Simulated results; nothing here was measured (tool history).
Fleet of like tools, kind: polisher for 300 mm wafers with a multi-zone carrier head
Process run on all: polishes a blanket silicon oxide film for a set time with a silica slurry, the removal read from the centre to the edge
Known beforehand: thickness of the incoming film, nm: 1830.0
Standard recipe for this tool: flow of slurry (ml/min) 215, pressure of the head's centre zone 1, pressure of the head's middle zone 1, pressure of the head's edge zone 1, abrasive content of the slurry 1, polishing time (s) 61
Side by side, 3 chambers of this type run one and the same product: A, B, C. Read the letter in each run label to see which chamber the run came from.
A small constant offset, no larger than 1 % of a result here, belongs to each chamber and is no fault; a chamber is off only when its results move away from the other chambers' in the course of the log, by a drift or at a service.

run   hour  flow of slurry (ml/min)  pressure of the head's centre zone  pressure of the head's middle zone  pressure of the head's edge zone  abrasive content of the slurry  polishing time (s)  film removed at the wafer's centre (angstrom)  film removed at mid-radius (angstrom)  film removed at the wafer's edge (angstrom)
 1B    2.6                      215                                   1                                   1                                 1                               1                  61                                         1943.6                                 2016.5                                       1932.3
 2C    7.7                      215                                   1                                   1                                 1                               1                  61                                         1991.4                                 1976.1                                       1959.4
 3A   11.5                      215                                   1                                   1                                 1                               1                  61                                         1958.6                                 1931.8                                       1935.1
 4A   14.1                      215                                   1                                   1                                 1                               1                  61                                         1942.3                                 1944.2                                       1987.5
 5B     17                      215                                   1                                   1                                 1                               1                  61                                         1943.7                                 1957.7                                       1985.3
 6C   20.3                      215                                   1                                   1                                 1                               1                  61                                         1979.8                                 1911.6                                       2003.1
 7B     23                      215                                   1                                   1                                 1                               1                  61                                         1931.5                                 1982.3                                         1986
 8C   25.8                      215                                   1                                   1                                 1                               1                  61                                         1958.6                                 1907.5                                       1936.2
 9A   30.5                      215                                   1                                   1                                 1                               1                  61                                           1919                                 1980.2                                       1926.3
10A   33.1                      215                                   1                                   1                                 1                               1                  61                                         1932.9                                 2003.6                                       1969.2
11B   37.1                      215                                   1                                   1                                 1                               1                  61                                           1917                                 1978.5                                       1950.6
12C   41.2                      215                                   1                                   1                                 1                               1                  61                                         1962.3                                 1956.3                                       1928.8
      43.5  -- chamber B: edge zone pressure recalibrated
13C   46.3                      215                                   1                                   1                                 1                               1                  61                                         1911.9                                 1933.4                                       1931.8
        47  -- chamber C: worn pad replaced by a new one
14B   49.8                      215                                   1                                   1                                 1                               1                  61                                         1921.4                                 1996.2                                       1975.1
15A   53.1                      180                                   1                                   1                                 1                               1                  80                                         2470.5                                 2480.3                                       2574.1
16B   56.6                      180                                   1                                   1                                 1                               1                  80                                           2484                                 2555.2                                       2544.5
17C   59.4                      180                                   1                                   1                                 1                               1                  80                                         2416.3                                 2415.3                                       2473.1
18A     62                      215                                   1                                   1                                 1                               1                  61                                         1946.1                                   1925                                       1954.8
19B     65                      215                                   1                                   1                                 1                               1                  61                                         1941.3                                 1975.4                                         1986
      66.7  -- chamber A: slurry nozzle cleaned
20C   68.5                      215                                   1                                   1                                 1                               1                  61                                         1914.4                                 1904.7                                       1885.2
21A   73.8                      215                                   1                                   1                                 1                               1                  61                                         1958.9                                 1980.3                                       1982.1
      74.1  -- chamber B: worn pad replaced by a new one
22C   77.8                      215                                   1                                   1                                 1                               1                  61                                         1878.1                                 1880.5                                       1879.9
23B   80.3                      215                                   1                                   1                                 1                               1                  61                                           1931                                 1940.3                                         1970
24A   84.6                      215                                   1                                   1                                 1                               1                  61                                         1921.1                                 1984.5                                       1968.9
25B   88.7                      215                                   1                                   1                                 1                               1                  61                                         1939.1                                 1967.6                                       1993.9
26A   93.5                      215                                   1                                   1                                 1                               1                  61                                         1953.2                                 1927.7                                         2025
27C   98.3                      215                                   1                                   1                                 1                               1                  61                                         1846.7                                 1914.4                                       1865.5
28B  102.8                      215                                   1                                   1                                 1                               1                  61                                         1951.1                                 1987.2                                       1993.6
29C  105.4                      215                                   1                                   1                                 1                               1                  61                                         1850.6                                 1882.1                                       1857.2

Which is it: a chamber that has drifted or been left off by a service, a gauge drift common to all chambers, or only each chamber's usual small offset? If a chamber is off, name it and its likeliest cause.

One chamber, C, drifts off from the rest bit by bit.
Most likely cause: slurry flow missing at the pad, % = 32.2.

Below are 4 candidate recipes for chamber C's next run, each the usual settings with a change, their results shown as question marks. Which of them brings C's results back in line with what the other chambers give on the usual settings?
Counts as in line when no further than this from what the other chambers average on the usual settings: film removed at the wafer's centre (angstrom) 41; film removed at mid-radius (angstrom) 92; film removed at the wafer's edge (angstrom) 79
30C-1  109.2                      220                                1.01                                1.01                              0.99                            1.05                  66                                              ?                                      ?                                            ?
30C-2  109.2                      215                                   1                                0.99                                 1                               1                  58                                              ?                                      ?                                            ?
30C-3  109.2                      210                                0.99                                0.99                              1.01                            0.95                  56                                              ?                                      ?                                            ?
30C-4  109.2                      220                                1.01                                   1                                 1                               1                  64                                              ?                                      ?                                            ?

The mean the other chambers reach with the usual settings: film removed at the wafer's centre (angstrom) 1943.9; film removed at mid-radius (angstrom) 1970.9; film removed at the wafer's edge (angstrom) 1972.1
  run  film removed at the wafer's centre (angstrom)  film removed at mid-radius (angstrom)  film removed at the wafer's edge (angstrom)
30C-1                                         2063.3                                 2078.3                                       2055.3
30C-2                                         1745.9                                 1747.2                                       1771.5
30C-3                                           1620                                 1640.3                                       1673.9
30C-4                                         1957.5                                 1954.1                                       1960.6
It is 30C-4 that realigns the chamber with its peers.
